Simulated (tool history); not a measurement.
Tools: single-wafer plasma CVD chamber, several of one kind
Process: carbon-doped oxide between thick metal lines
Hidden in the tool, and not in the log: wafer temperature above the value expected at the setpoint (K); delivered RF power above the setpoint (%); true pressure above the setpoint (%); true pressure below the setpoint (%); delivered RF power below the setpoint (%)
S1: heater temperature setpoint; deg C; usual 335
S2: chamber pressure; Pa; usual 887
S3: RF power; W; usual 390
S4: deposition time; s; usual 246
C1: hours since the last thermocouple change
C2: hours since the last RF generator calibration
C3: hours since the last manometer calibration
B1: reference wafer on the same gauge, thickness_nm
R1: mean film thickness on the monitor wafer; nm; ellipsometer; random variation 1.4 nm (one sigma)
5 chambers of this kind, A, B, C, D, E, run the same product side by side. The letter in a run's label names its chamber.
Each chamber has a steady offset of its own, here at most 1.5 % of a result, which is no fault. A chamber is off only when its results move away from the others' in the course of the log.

run	hour	S1	S2	S3	S4	C1	C2	C3	B1	R1
1D	5	335	887	390	246	1531	369.5	2830	1309.9	1124.3
2A	12.2	335	887	390	246	330.4	676.5	2016.6	1309.7	1126.6
3B	17.2	335	887	390	246	802.1	74.4	1203.2	1309.9	1122.6
4C	21.8	335	887	390	246	786.1	1068.7	2056.3	1309.7	1140.3
5E	31	335	887	390	246	884.9	187.4	1231.5	1309.4	1111.4
6C	37.9	335	887	390	246	802.2	1084.8	2072.4	1309.3	1140.7
7B	45.7	335	887	390	246	830.6	102.9	1231.7	1308.7	1122.6
8A	50.6	335	887	390	246	368.8	714.9	2055	1309.2	1126.9
9D	58	335	887	390	246	1584	422.5	2883	1309.1	1125
10E	66.9	335	887	390	246	920.8	223.3	1267.4	1308.1	1114.6
11D	75.5	335	887	390	246	1601.5	440	2900.5	1308	1124.2
12E	81	335	887	390	246	934.9	237.4	1281.5	1308.2	1111.5
13A	86.4	335	887	390	246	404.6	750.7	2090.8	1308.1	1124.8
14C	92.8	335	887	390	246	857.1	1139.7	2127.3	1308.3	1139.9
15B	98.9	335	887	390	246	883.8	156.1	1284.9	1307.7	1121
16B	105.1	335	887	390	246	890	162.3	1291.1	1307.2	1120.6
17E	111.2	335	887	390	246	965.1	267.6	1311.7	1306.9	1108.6
18C	117.5	335	887	390	246	881.8	1164.4	2152	1307.3	1136.8
19A	123.5	335	887	390	246	441.7	787.8	2127.9	1306.8	1123.1
20D	128.3	335	887	390	246	1654.3	492.8	2953.3	1307.2	1121.8
21A	133.3	335	887	390	246	451.5	797.6	2137.7	1307	1126.8
22C	140.7	335	887	390	246	905	1187.6	2175.2	1306.7	1136.8
23D	146.7	335	887	390	246	1672.7	511.2	2971.7	1306.7	1120.4
24E	154.2	335	887	390	246	1008.1	310.6	1354.7	1306.5	1111.3
25B	160.8	335	887	390	246	945.7	218	1346.8	1305.9	1119.8
26E	165.9	335	887	390	246	1019.8	322.3	1366.4	1306.1	1108.6
27B	172.6	335	887	390	246	957.5	229.8	1358.6	1305.9	1117.1
28A	177.2	335	887	390	246	495.4	841.5	2181.6	1305.2	1122.9
29C	182.2	335	887	390	246	946.5	1229.1	2216.7	1305.8	1135.7
# hour 185.1: chamber D: capacitance manometer re-zeroed and calibrated
30D	190.6	335	887	390	246	1716.6	555.1	5.6	1304.9	1123.9
31D	197.6	335	887	390	246	1723.6	562.1	12.6	1305.1	1119.5
32E	203.7	335	887	390	246	1057.6	360.1	1404.2	1305.5	1112.9
33B	209.9	335	887	390	246	994.8	267.1	1395.9	1305.4	1119.2
34A	218.9	335	887	390	246	537.1	883.2	2223.3	1304.5	1123.1
35C	224.7	335	887	390	246	989	1271.6	2259.2	1305.1	1134.9
36D	233.3	335	887	390	246	1759.3	597.8	48.3	1304.5	1120.9
37B	241.1	335	887	390	246	1026	298.3	1427.1	1304.6	1117.4
38A	248.7	335	887	390	246	566.9	913	2253.1	1304.3	1121.9
39C	253.1	335	887	390	246	1017.4	1300	2287.6	1303.9	1134.2
40E	259.3	335	703	390	246	1113.2	415.7	1459.8	1303.9	1075.1
41C	265.9	335	703	390	246	1030.2	1312.8	2300.4	1303.9	1102.7
42B	271.7	335	703	390	246	1056.6	328.9	1457.7	1303.5	1086.4
43D	280.8	335	703	390	246	1806.8	645.3	95.8	1303.1	1090.7
44E	287	335	703	390	246	1140.9	443.4	1487.5	1303.5	1077.5

All 5 chambers run these settings next. Forecast each chamber's results:
45A	293.9	335	887	390	246					?
45B	293.9	335	887	390	246					?
45C	293.9	335	887	390	246					?
45D	293.9	335	887	390	246					?
45E	293.9	335	887	390	246					?

run	R1
45A	1119.3
45B	1117.6
45C	1133.9
45D	1120.7
45E	1108.1
